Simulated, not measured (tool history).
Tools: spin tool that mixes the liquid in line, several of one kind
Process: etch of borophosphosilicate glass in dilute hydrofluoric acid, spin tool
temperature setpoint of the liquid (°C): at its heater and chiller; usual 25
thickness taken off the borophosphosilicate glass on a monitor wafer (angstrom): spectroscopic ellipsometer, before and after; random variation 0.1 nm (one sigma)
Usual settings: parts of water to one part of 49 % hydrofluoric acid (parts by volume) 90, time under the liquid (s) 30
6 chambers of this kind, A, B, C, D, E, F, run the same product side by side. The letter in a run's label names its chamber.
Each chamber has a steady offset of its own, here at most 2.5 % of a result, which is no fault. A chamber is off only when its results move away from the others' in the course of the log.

run,hour,temperature setpoint of the liquid (°C),parts of water to one part of 49 % hydrofluoric acid (parts by volume),time under the liquid (s),hours since the thermometer was replaced,hours since the hydrofluoric acid flow meter was replaced,"read-back film thickness of the borophosphosilicate glass reference wafer, read on the same gauge (nm)",thickness taken off the borophosphosilicate glass on a monitor wafer (angstrom)
1F,7,25,90,30,166,537.7,110.01,178.89
2A,18.2,25,90,30,567.1,724.3,110,179.51
3B,24.3,25,90,30,167.8,149.7,109.99,180.95
4D,32.4,25,90,30,725.1,411,110,183.09
5E,43.5,25,90,20,187.5,470.8,109.95,120.33
6C,49.3,25,90,20,126.8,1473.3,110,120.78
7E,57,25,90,20,201,484.3,110.03,120.32
8F,68.9,25,90,20,227.9,599.6,109.99,119.1
9B,76.3,25,90,20,219.8,201.7,109.98,121.44
10C,82.6,25,90,20,160.1,1506.6,110,119.1
11D,95.2,25,90,30,787.9,473.8,109.99,183.6
12A,104.5,28,130,30,653.4,810.6,109.98,130.85
13F,114.1,28,130,30,273.1,644.8,110.01,131.01
14D,120.7,28,130,30,813.4,499.3,110.05,135.22
15C,130.9,28,130,30,208.4,1554.9,110.03,132.11
16B,137.6,28,130,30,281.1,263,109.99,133.29
17E,146.1,28,130,30,290.1,573.4,109.97,132.39
# hour 148.9: chamber F: hydrofluoric acid flow meter replaced
18A,152,25,90,30,700.9,858.1,110.07,175.09
19B,164.7,25,90,30,308.2,290.1,110,181.51
20C,174,25,90,30,251.5,1598,109.97,180.5
21E,185.8,29.5,115,30,329.8,613.1,110.05,161.37
22A,194.3,29.5,115,30,743.2,900.4,110,156.77
# hour 201.6: chamber C: hydrofluoric acid flow meter replaced
23F,206.3,29.5,115,30,365.3,57.5,109.99,159.58
24D,218.4,29.5,115,30,911.1,597,109.98,165.19
25F,227.2,29.5,115,30,386.2,78.4,109.99,160.03
26D,236.3,29.5,115,30,929,614.9,109.99,164.93
27A,245.1,25,90,30,794,951.2,109.99,168.72
# hour 247.7: chamber E: hydrofluoric acid flow meter replaced
28C,257.9,25,90,30,335.4,56.4,109.95,180.68
29E,270,25,90,30,414,22.4,110,181.38
30B,279.4,25,90,30,422.9,404.8,109.96,178.51
31A,288.1,25,90,30,837,994.2,109.97,169.39
32B,299,25,90,30,442.5,424.4,109.98,179.39
33C,308.5,25,90,30,386,107,110.01,180.1
34D,321.3,25,90,30,1014,699.9,110.02,184.32
35F,330.9,22.5,90,30,489.9,182.1,110,162.14
36E,339.4,22.5,90,30,483.4,91.8,110.07,163.9
37A,347.9,22.5,90,30,896.8,1054,109.97,148.21
38C,354.3,22.5,90,30,431.8,152.8,110,162.37

What goes on in this fleet: one chamber off, a drifting gauge, or nothing beyond the chambers' own small offsets? Name the chamber and the cause, if any.

Chamber A drifts away from the others.
Cause: hydrofluoric acid flow below the setpoint (%) = 6.58.
The log may not tell that from: liquid colder than its thermometer reads (K).

Here are 4 candidates for chamber A's next run, each the usual settings with a change, their results left as question marks. Which one brings its results back in line with what the others give on the usual settings?
In line means no further than this from the other chambers' mean on the usual settings: thickness taken off the borophosphosilicate glass on a monitor wafer (angstrom) 3.5
39A-1,363.6,26,90,30,,,,?
39A-2,363.6,25.5,85,30,,,,?
39A-3,363.6,23,90,30,,,,?
39A-4,363.6,24,90,30,,,,?

The other chambers' mean on the usual settings: thickness taken off the borophosphosilicate glass on a monitor wafer (angstrom) 180.45
run,thickness taken off the borophosphosilicate glass on a monitor wafer (angstrom)
39A-1,172.02
39A-2,179.59
39A-3,152.47
39A-4,158.81
39A-2 brings the chamber back in line.

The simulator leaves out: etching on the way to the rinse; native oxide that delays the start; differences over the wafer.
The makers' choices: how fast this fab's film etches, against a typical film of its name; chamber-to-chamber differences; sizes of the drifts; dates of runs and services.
